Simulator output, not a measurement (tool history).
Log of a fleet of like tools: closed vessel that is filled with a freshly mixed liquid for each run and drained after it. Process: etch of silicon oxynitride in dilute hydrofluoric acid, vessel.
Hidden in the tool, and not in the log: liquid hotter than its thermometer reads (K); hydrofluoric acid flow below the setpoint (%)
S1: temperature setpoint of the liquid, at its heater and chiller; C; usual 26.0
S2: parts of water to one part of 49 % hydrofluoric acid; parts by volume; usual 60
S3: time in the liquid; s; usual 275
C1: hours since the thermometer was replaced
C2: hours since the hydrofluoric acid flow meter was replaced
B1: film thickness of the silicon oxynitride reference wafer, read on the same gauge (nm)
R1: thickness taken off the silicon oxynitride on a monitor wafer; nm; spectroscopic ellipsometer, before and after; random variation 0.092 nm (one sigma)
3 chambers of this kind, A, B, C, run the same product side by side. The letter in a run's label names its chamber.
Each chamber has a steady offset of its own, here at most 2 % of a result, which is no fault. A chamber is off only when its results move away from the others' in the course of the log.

run 1B hour=12.8 | S1=26.0 S2=60 S3=275 | C1=463.9 C2=1212.9 | B1=40.018 | R1=11.2610
run 2C hour=25.5 | S1=26.0 S2=60 S3=275 | C1=242.9 C2=1342.3 | B1=39.978 | R1=11.2730
run 3A hour=35.7 | S1=26.0 S2=60 S3=275 | C1=180.8 C2=1122.5 | B1=39.988 | R1=11.2070
run 4A hour=45.1 | S1=26.0 S2=60 S3=275 | C1=190.2 C2=1131.9 | B1=39.994 | R1=11.0940
run 5B hour=57.7 | S1=26.0 S2=60 S3=275 | C1=508.8 C2=1257.8 | B1=40.012 | R1=11.3310
run 6C hour=68.3 | S1=23.0 S2=60 S3=355 | C1=285.7 C2=1385.1 | B1=39.996 | R1=12.4790
run 7C hour=76.8 | S1=23.0 S2=60 S3=355 | C1=294.2 C2=1393.6 | B1=40.030 | R1=12.4130
run 8B hour=89.6 | S1=23.0 S2=60 S3=355 | C1=540.7 C2=1289.7 | B1=39.989 | R1=12.5080
run 9A hour=100.4 | S1=26.0 S2=60 S3=275 | C1=245.5 C2=1187.2 | B1=40.004 | R1=11.3700
run 10B hour=110.3 | S1=22.5 S2=60 S3=125 | C1=561.4 C2=1310.4 | B1=39.980 | R1=4.3639
run 11C hour=119.9 | S1=22.5 S2=60 S3=125 | C1=337.3 C2=1436.7 | B1=40.000 | R1=4.2709
run 12A hour=130.0 | S1=22.5 S2=60 S3=125 | C1=275.1 C2=1216.8 | B1=40.007 | R1=4.3727
run 13C hour=140.2 | S1=26.0 S2=60 S3=275 | C1=357.6 C2=1457.0 | B1=40.000 | R1=11.2500
run 14A hour=149.9 | S1=26.0 S2=60 S3=275 | C1=295.0 C2=1236.7 | B1=39.980 | R1=11.2090
run 15B hour=161.8 | S1=26.0 S2=60 S3=275 | C1=612.9 C2=1361.9 | B1=39.980 | R1=11.5600
run 16C hour=170.0 | S1=28.5 S2=60 S3=200 | C1=387.4 C2=1486.8 | B1=40.023 | R1=9.0707
run 17A hour=176.6 | S1=28.5 S2=60 S3=200 | C1=321.7 C2=1263.4 | B1=40.039 | R1=9.1671
run 18B hour=185.3 | S1=28.5 S2=60 S3=200 | C1=636.4 C2=1385.4 | B1=40.016 | R1=9.2548
run 19A hour=196.1 | S1=26.0 S2=60 S3=275 | C1=341.2 C2=1282.9 | B1=40.019 | R1=11.1840
run 20C hour=208.6 | S1=26.0 S2=60 S3=275 | C1=426.0 C2=1525.4 | B1=39.994 | R1=11.1900
run 21B hour=218.0 | S1=26.0 S2=60 S3=275 | C1=669.1 C2=1418.1 | B1=40.012 | R1=11.7150
run 22A hour=229.5 | S1=26.0 S2=60 S3=275 | C1=374.6 C2=1316.3 | B1=40.016 | R1=11.1450
-- hour=238.2 chamber B: hydrofluoric acid flow meter replaced
run 23B hour=242.8 | S1=26.0 S2=60 S3=275 | C1=693.9 C2=4.6 | B1=39.969 | R1=11.5530
run 24C hour=256.3 | S1=26.0 S2=60 S3=275 | C1=473.7 C2=1573.1 | B1=40.008 | R1=11.1840
run 25A hour=263.2 | S1=26.0 S2=60 S3=275 | C1=408.3 C2=1350.0 | B1=39.998 | R1=11.1600
run 26C hour=276.9 | S1=26.0 S2=60 S3=275 | C1=494.3 C2=1593.7 | B1=40.026 | R1=11.2880
run 27B hour=285.5 | S1=26.0 S2=60 S3=205 | C1=736.6 C2=47.3 | B1=39.955 | R1=8.9452
run 28C hour=291.6 | S1=26.0 S2=60 S3=205 | C1=509.0 C2=1608.4 | B1=39.945 | R1=8.2947
run 29A hour=304.6 | S1=26.0 S2=60 S3=205 | C1=449.7 C2=1391.4 | B1=39.978 | R1=8.2219
run 30B hour=314.2 | S1=26.0 S2=60 S3=275 | C1=765.3 C2=76.0 | B1=40.031 | R1=11.9710
run 31C hour=323.1 | S1=26.0 S2=60 S3=275 | C1=540.5 C2=1639.9 | B1=39.972 | R1=11.1170
run 32A hour=332.0 | S1=26.0 S2=60 S3=275 | C1=477.1 C2=1418.8 | B1=39.992 | R1=11.2780
run 33B hour=343.8 | S1=26.0 S2=60 S3=275 | C1=794.9 C2=105.6 | B1=39.984 | R1=12.0390
run 34B hour=355.3 | S1=26.0 S2=60 S3=275 | C1=806.4 C2=117.1 | B1=40.049 | R1=11.9990
run 35A hour=361.9 | S1=26.0 S2=60 S3=275 | C1=507.0 C2=1448.7 | B1=39.983 | R1=11.1580
run 36C hour=374.5 | S1=26.0 S2=35 S3=275 | C1=591.9 C2=1691.3 | B1=39.952 | R1=19.7170
-- hour=385.1 chamber C: thermometer replaced
run 37A hour=386.5 | S1=26.0 S2=35 S3=275 | C1=531.6 C2=1473.3 | B1=39.962 | R1=19.7280
run 38C hour=395.9 | S1=26.0 S2=35 S3=275 | C1=10.9 C2=1712.7 | B1=40.002 | R1=19.5140
run 39B hour=409.4 | S1=26.0 S2=60 S3=275 | C1=860.5 C2=171.2 | B1=39.953 | R1=12.1440
run 40B hour=418.9 | S1=26.0 S2=60 S3=275 | C1=870.0 C2=180.7 | B1=40.007 | R1=11.9520

What goes on in this fleet: one chamber off, a drifting gauge, or nothing beyond the chambers' own small offsets? Name the chamber and the cause, if any.

Chamber B drifts away from the others.
Cause: liquid hotter than its thermometer reads (K) = 1.66.

Here are 4 candidates for chamber B's next run, each the usual settings with a change, their results left as question marks. Which one brings its results back in line with what the others give on the usual settings?
In line means no further than this from the other chambers' mean on the usual settings: R1 0.3200 nm
run 41B-1 hour=428.7 | S1=28.0 S2=60 S3=275 | R1=?
run 41B-2 hour=428.7 | S1=26.0 S2=60 S3=285 | R1=?
run 41B-3 hour=428.7 | S1=26.0 S2=60 S3=265 | R1=?
run 41B-4 hour=428.7 | S1=26.0 S2=65 S3=275 | R1=?

The other chambers' mean on the usual settings: R1 11.1580 nm
run=41B-1 R1=13.3550
run=41B-2 R1=12.6060
run=41B-3 R1=11.7210
run=41B-4 R1=11.1830
41B-4 brings the chamber back in line.

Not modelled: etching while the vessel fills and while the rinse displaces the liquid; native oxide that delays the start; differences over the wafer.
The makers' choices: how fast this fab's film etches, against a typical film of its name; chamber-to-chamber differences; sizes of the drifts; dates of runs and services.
